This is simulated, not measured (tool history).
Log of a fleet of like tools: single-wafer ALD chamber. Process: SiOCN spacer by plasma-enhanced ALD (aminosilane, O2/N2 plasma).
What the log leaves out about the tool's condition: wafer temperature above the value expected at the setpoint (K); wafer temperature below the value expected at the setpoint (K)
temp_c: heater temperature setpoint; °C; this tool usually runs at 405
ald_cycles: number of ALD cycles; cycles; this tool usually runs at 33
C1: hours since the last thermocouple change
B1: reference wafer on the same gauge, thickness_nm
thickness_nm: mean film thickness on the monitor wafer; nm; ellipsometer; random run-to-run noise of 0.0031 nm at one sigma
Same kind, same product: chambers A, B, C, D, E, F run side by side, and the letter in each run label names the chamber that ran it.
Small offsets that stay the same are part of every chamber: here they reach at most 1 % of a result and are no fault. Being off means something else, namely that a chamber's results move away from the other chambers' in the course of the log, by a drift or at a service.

{"run": "1C", "day": 0.121, "temp_c": 405, "ald_cycles": 33, "C1": 1112.2, "B1": 2.0593, "thickness_nm": 1.9471}
{"run": "2F", "day": 0.258, "temp_c": 405, "ald_cycles": 33, "C1": 1695.5, "B1": 2.0597, "thickness_nm": 1.9825}
{"run": "3E", "day": 0.404, "temp_c": 405, "ald_cycles": 33, "C1": 1032.3, "B1": 2.0592, "thickness_nm": 1.9479}
{"run": "4D", "day": 0.492, "temp_c": 405, "ald_cycles": 33, "C1": 1995.2, "B1": 2.0587, "thickness_nm": 1.9706}
{"run": "5B", "day": 0.588, "temp_c": 405, "ald_cycles": 33, "C1": 1490.1, "B1": 2.0586, "thickness_nm": 1.9693}
{"day": 0.683, "done": "chamber F: thermocouple changed; heater temperature recalibrated"}
{"run": "6A", "day": 0.721, "temp_c": 405, "ald_cycles": 33, "C1": 2281.7, "B1": 2.0579, "thickness_nm": 1.9581}
{"run": "7C", "day": 0.858, "temp_c": 415, "ald_cycles": 33, "C1": 1129.9, "B1": 2.058, "thickness_nm": 1.8872}
{"run": "8F", "day": 1.017, "temp_c": 415, "ald_cycles": 33, "C1": 8.0, "B1": 2.0571, "thickness_nm": 1.9203}
{"run": "9D", "day": 1.2, "temp_c": 415, "ald_cycles": 33, "C1": 2012.2, "B1": 2.0574, "thickness_nm": 1.9029}
{"run": "10E", "day": 1.312, "temp_c": 415, "ald_cycles": 33, "C1": 1054.1, "B1": 2.0576, "thickness_nm": 1.883}
{"run": "11A", "day": 1.433, "temp_c": 415, "ald_cycles": 33, "C1": 2298.8, "B1": 2.0567, "thickness_nm": 1.9054}
{"run": "12B", "day": 1.617, "temp_c": 415, "ald_cycles": 33, "C1": 1514.8, "B1": 2.0563, "thickness_nm": 1.9009}
{"run": "13D", "day": 1.788, "temp_c": 405, "ald_cycles": 33, "C1": 2026.3, "B1": 2.0564, "thickness_nm": 1.9646}
{"run": "14C", "day": 1.929, "temp_c": 394, "ald_cycles": 33, "C1": 1155.6, "B1": 2.0563, "thickness_nm": 1.9767}
{"run": "15F", "day": 2.067, "temp_c": 394, "ald_cycles": 33, "C1": 33.2, "B1": 2.0557, "thickness_nm": 1.9995}
{"run": "16E", "day": 2.254, "temp_c": 394, "ald_cycles": 33, "C1": 1076.7, "B1": 2.0557, "thickness_nm": 1.9743}
{"day": 2.258, "done": "chamber A: thermocouple changed; heater temperature recalibrated"}
{"run": "17B", "day": 2.404, "temp_c": 394, "ald_cycles": 33, "C1": 1533.7, "B1": 2.0542, "thickness_nm": 1.9949}
{"run": "18A", "day": 2.579, "temp_c": 394, "ald_cycles": 33, "C1": 7.8, "B1": 2.0539, "thickness_nm": 1.9852}
{"run": "19E", "day": 2.742, "temp_c": 394, "ald_cycles": 33, "C1": 1088.4, "B1": 2.0538, "thickness_nm": 1.97}
{"run": "20A", "day": 2.892, "temp_c": 405, "ald_cycles": 33, "C1": 15.3, "B1": 2.0521, "thickness_nm": 1.9559}
{"run": "21B", "day": 3.071, "temp_c": 405, "ald_cycles": 33, "C1": 1549.7, "B1": 2.0524, "thickness_nm": 1.9645}
{"run": "22C", "day": 3.167, "temp_c": 405, "ald_cycles": 33, "C1": 1185.3, "B1": 2.0528, "thickness_nm": 1.9455}
{"run": "23D", "day": 3.312, "temp_c": 405, "ald_cycles": 33, "C1": 2062.9, "B1": 2.0529, "thickness_nm": 1.9603}
{"run": "24F", "day": 3.425, "temp_c": 405, "ald_cycles": 33, "C1": 65.8, "B1": 2.0521, "thickness_nm": 1.9759}
{"run": "25B", "day": 3.542, "temp_c": 405, "ald_cycles": 33, "C1": 1561.0, "B1": 2.0519, "thickness_nm": 1.9585}
{"run": "26A", "day": 3.704, "temp_c": 405, "ald_cycles": 33, "C1": 34.8, "B1": 2.0518, "thickness_nm": 1.952}
{"run": "27F", "day": 3.821, "temp_c": 405, "ald_cycles": 33, "C1": 75.3, "B1": 2.0502, "thickness_nm": 1.9717}
{"run": "28D", "day": 3.946, "temp_c": 405, "ald_cycles": 33, "C1": 2078.1, "B1": 2.0496, "thickness_nm": 1.9559}
{"run": "29E", "day": 4.1, "temp_c": 405, "ald_cycles": 33, "C1": 1121.0, "B1": 2.0501, "thickness_nm": 1.9406}
{"run": "30C", "day": 4.2, "temp_c": 405, "ald_cycles": 33, "C1": 1210.1, "B1": 2.0499, "thickness_nm": 1.941}
{"day": 4.275, "done": "chamber D: thermocouple changed; heater temperature recalibrated"}
{"run": "31A", "day": 4.392, "temp_c": 405, "ald_cycles": 33, "C1": 51.3, "B1": 2.0495, "thickness_nm": 1.9534}
{"run": "32D", "day": 4.567, "temp_c": 405, "ald_cycles": 33, "C1": 7.1, "B1": 2.0495, "thickness_nm": 1.9566}
{"run": "33E", "day": 4.692, "temp_c": 405, "ald_cycles": 33, "C1": 1135.2, "B1": 2.0494, "thickness_nm": 1.9361}
{"run": "34B", "day": 4.883, "temp_c": 405, "ald_cycles": 33, "C1": 1593.2, "B1": 2.0485, "thickness_nm": 1.9573}
{"run": "35C", "day": 5.071, "temp_c": 405, "ald_cycles": 33, "C1": 1231.0, "B1": 2.0488, "thickness_nm": 1.9348}
{"run": "36F", "day": 5.233, "temp_c": 392, "ald_cycles": 33, "C1": 109.2, "B1": 2.048, "thickness_nm": 1.9949}
{"run": "37C", "day": 5.404, "temp_c": 392, "ald_cycles": 33, "C1": 1239.0, "B1": 2.0476, "thickness_nm": 1.9647}
{"run": "38D", "day": 5.496, "temp_c": 392, "ald_cycles": 33, "C1": 29.4, "B1": 2.0471, "thickness_nm": 1.9765}
{"run": "39B", "day": 5.662, "temp_c": 392, "ald_cycles": 33, "C1": 1611.9, "B1": 2.0465, "thickness_nm": 1.9834}

Does one chamber stand apart from the rest, does the shared gauge drift, or is all well apart from small per-chamber offsets? Give the chamber and the most likely cause, where there is one.

Gauge drift. The chambers move together only on paper, and none stands off.
Most likely cause: gauge reads low (%) = 0.653.
